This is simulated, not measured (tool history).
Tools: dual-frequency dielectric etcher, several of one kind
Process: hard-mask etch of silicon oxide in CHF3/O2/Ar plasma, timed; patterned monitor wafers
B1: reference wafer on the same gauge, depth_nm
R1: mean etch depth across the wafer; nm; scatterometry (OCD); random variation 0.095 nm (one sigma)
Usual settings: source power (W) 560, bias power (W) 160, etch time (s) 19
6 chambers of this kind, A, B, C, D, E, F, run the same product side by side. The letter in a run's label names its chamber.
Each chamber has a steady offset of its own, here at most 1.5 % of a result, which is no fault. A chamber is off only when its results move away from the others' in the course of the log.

{"run": "1A", "day": 0.221, "source power (W)": 560, "bias power (W)": 160, "etch time (s)": 19, "B1": 35.812, "R1": 34.864}
{"run": "2D", "day": 0.492, "source power (W)": 560, "bias power (W)": 160, "etch time (s)": 19, "B1": 35.815, "R1": 35.587}
{"run": "3E", "day": 0.812, "source power (W)": 560, "bias power (W)": 160, "etch time (s)": 19, "B1": 35.792, "R1": 35.66}
{"run": "4C", "day": 1.046, "source power (W)": 560, "bias power (W)": 160, "etch time (s)": 19, "B1": 35.791, "R1": 34.884}
{"run": "5B", "day": 1.388, "source power (W)": 560, "bias power (W)": 160, "etch time (s)": 19, "B1": 35.794, "R1": 35.294}
{"run": "6F", "day": 1.592, "source power (W)": 610, "bias power (W)": 189, "etch time (s)": 19, "B1": 35.811, "R1": 38.87}
{"run": "7C", "day": 1.779, "source power (W)": 610, "bias power (W)": 189, "etch time (s)": 19, "B1": 35.787, "R1": 38.177}
{"run": "8E", "day": 2.062, "source power (W)": 610, "bias power (W)": 189, "etch time (s)": 19, "B1": 35.784, "R1": 38.979}
{"run": "9F", "day": 2.396, "source power (W)": 610, "bias power (W)": 189, "etch time (s)": 19, "B1": 35.813, "R1": 38.747}
{"run": "10B", "day": 2.692, "source power (W)": 610, "bias power (W)": 189, "etch time (s)": 19, "B1": 35.815, "R1": 38.712}
{"run": "11D", "day": 2.908, "source power (W)": 610, "bias power (W)": 189, "etch time (s)": 19, "B1": 35.787, "R1": 38.846}
{"run": "12A", "day": 3.133, "source power (W)": 560, "bias power (W)": 160, "etch time (s)": 19, "B1": 35.805, "R1": 34.885}
{"run": "13C", "day": 3.325, "source power (W)": 560, "bias power (W)": 160, "etch time (s)": 19, "B1": 35.804, "R1": 34.936}
{"run": "14E", "day": 3.725, "source power (W)": 560, "bias power (W)": 160, "etch time (s)": 19, "B1": 35.804, "R1": 35.687}
{"run": "15F", "day": 3.942, "source power (W)": 560, "bias power (W)": 160, "etch time (s)": 19, "B1": 35.799, "R1": 35.428}
{"run": "16A", "day": 4.2, "source power (W)": 560, "bias power (W)": 160, "etch time (s)": 19, "B1": 35.796, "R1": 34.764}
{"run": "17D", "day": 4.483, "source power (W)": 560, "bias power (W)": 160, "etch time (s)": 19, "B1": 35.809, "R1": 35.565}
{"run": "18B", "day": 4.733, "source power (W)": 560, "bias power (W)": 160, "etch time (s)": 19, "B1": 35.797, "R1": 35.527}
{"run": "19B", "day": 4.938, "source power (W)": 560, "bias power (W)": 160, "etch time (s)": 19, "B1": 35.804, "R1": 35.379}
{"day": 5.117, "done": "chamber E: wet clean of the chamber"}
{"run": "20A", "day": 5.15, "source power (W)": 560, "bias power (W)": 160, "etch time (s)": 19, "B1": 35.801, "R1": 34.708}
{"run": "21F", "day": 5.358, "source power (W)": 560, "bias power (W)": 160, "etch time (s)": 19, "B1": 35.791, "R1": 35.569}
{"run": "22C", "day": 5.621, "source power (W)": 560, "bias power (W)": 160, "etch time (s)": 19, "B1": 35.782, "R1": 34.982}
{"run": "23D", "day": 5.854, "source power (W)": 560, "bias power (W)": 160, "etch time (s)": 19, "B1": 35.817, "R1": 35.843}
{"run": "24E", "day": 6.129, "source power (W)": 560, "bias power (W)": 160, "etch time (s)": 19, "B1": 35.826, "R1": 35.832}
{"run": "25F", "day": 6.4, "source power (W)": 560, "bias power (W)": 160, "etch time (s)": 19, "B1": 35.795, "R1": 35.41}
{"run": "26C", "day": 6.638, "source power (W)": 560, "bias power (W)": 160, "etch time (s)": 19, "B1": 35.783, "R1": 34.873}
{"day": 6.754, "done": "chamber B: bias power generator calibrated"}
{"run": "27B", "day": 7.025, "source power (W)": 560, "bias power (W)": 160, "etch time (s)": 19, "B1": 35.805, "R1": 35.408}
{"run": "28E", "day": 7.204, "source power (W)": 560, "bias power (W)": 160, "etch time (s)": 19, "B1": 35.765, "R1": 35.487}
{"run": "29D", "day": 7.525, "source power (W)": 560, "bias power (W)": 160, "etch time (s)": 19, "B1": 35.807, "R1": 35.928}
{"run": "30A", "day": 7.775, "source power (W)": 560, "bias power (W)": 160, "etch time (s)": 19, "B1": 35.784, "R1": 34.944}
{"run": "31F", "day": 8.05, "source power (W)": 560, "bias power (W)": 160, "etch time (s)": 19, "B1": 35.812, "R1": 35.472}
{"run": "32A", "day": 8.354, "source power (W)": 560, "bias power (W)": 160, "etch time (s)": 19, "B1": 35.773, "R1": 34.816}
{"run": "33D", "day": 8.75, "source power (W)": 560, "bias power (W)": 160, "etch time (s)": 19, "B1": 35.822, "R1": 35.935}
{"run": "34B", "day": 9.017, "source power (W)": 560, "bias power (W)": 160, "etch time (s)": 22, "B1": 35.818, "R1": 40.979}
{"run": "35E", "day": 9.196, "source power (W)": 560, "bias power (W)": 160, "etch time (s)": 22, "B1": 35.794, "R1": 41.363}
{"run": "36C", "day": 9.471, "source power (W)": 560, "bias power (W)": 160, "etch time (s)": 22, "B1": 35.808, "R1": 40.665}
{"run": "37E", "day": 9.771, "source power (W)": 560, "bias power (W)": 160, "etch time (s)": 22, "B1": 35.798, "R1": 41.369}
{"run": "38C", "day": 10.167, "source power (W)": 560, "bias power (W)": 160, "etch time (s)": 22, "B1": 35.819, "R1": 40.203}
{"run": "39B", "day": 10.462, "source power (W)": 560, "bias power (W)": 160, "etch time (s)": 22, "B1": 35.804, "R1": 41.148}
{"run": "40A", "day": 10.679, "source power (W)": 620, "bias power (W)": 145, "etch time (s)": 19, "B1": 35.803, "R1": 35.076}
{"run": "41F", "day": 11.046, "source power (W)": 620, "bias power (W)": 145, "etch time (s)": 19, "B1": 35.825, "R1": 35.618}

All 6 chambers run these settings next. Forecast each chamber's results:
{"run": "42A", "day": 11.338, "source power (W)": 560, "bias power (W)": 160, "etch time (s)": 19, "R1": "?"}
{"run": "42B", "day": 11.338, "source power (W)": 560, "bias power (W)": 160, "etch time (s)": 19, "R1": "?"}
{"run": "42C", "day": 11.338, "source power (W)": 560, "bias power (W)": 160, "etch time (s)": 19, "R1": "?"}
{"run": "42D", "day": 11.338, "source power (W)": 560, "bias power (W)": 160, "etch time (s)": 19, "R1": "?"}
{"run": "42E", "day": 11.338, "source power (W)": 560, "bias power (W)": 160, "etch time (s)": 19, "R1": "?"}
{"run": "42F", "day": 11.338, "source power (W)": 560, "bias power (W)": 160, "etch time (s)": 19, "R1": "?"}

run=42A R1=34.987
run=42B R1=35.561
run=42C R1=34.887
run=42D R1=36.097
run=42E R1=35.668
run=42F R1=35.482
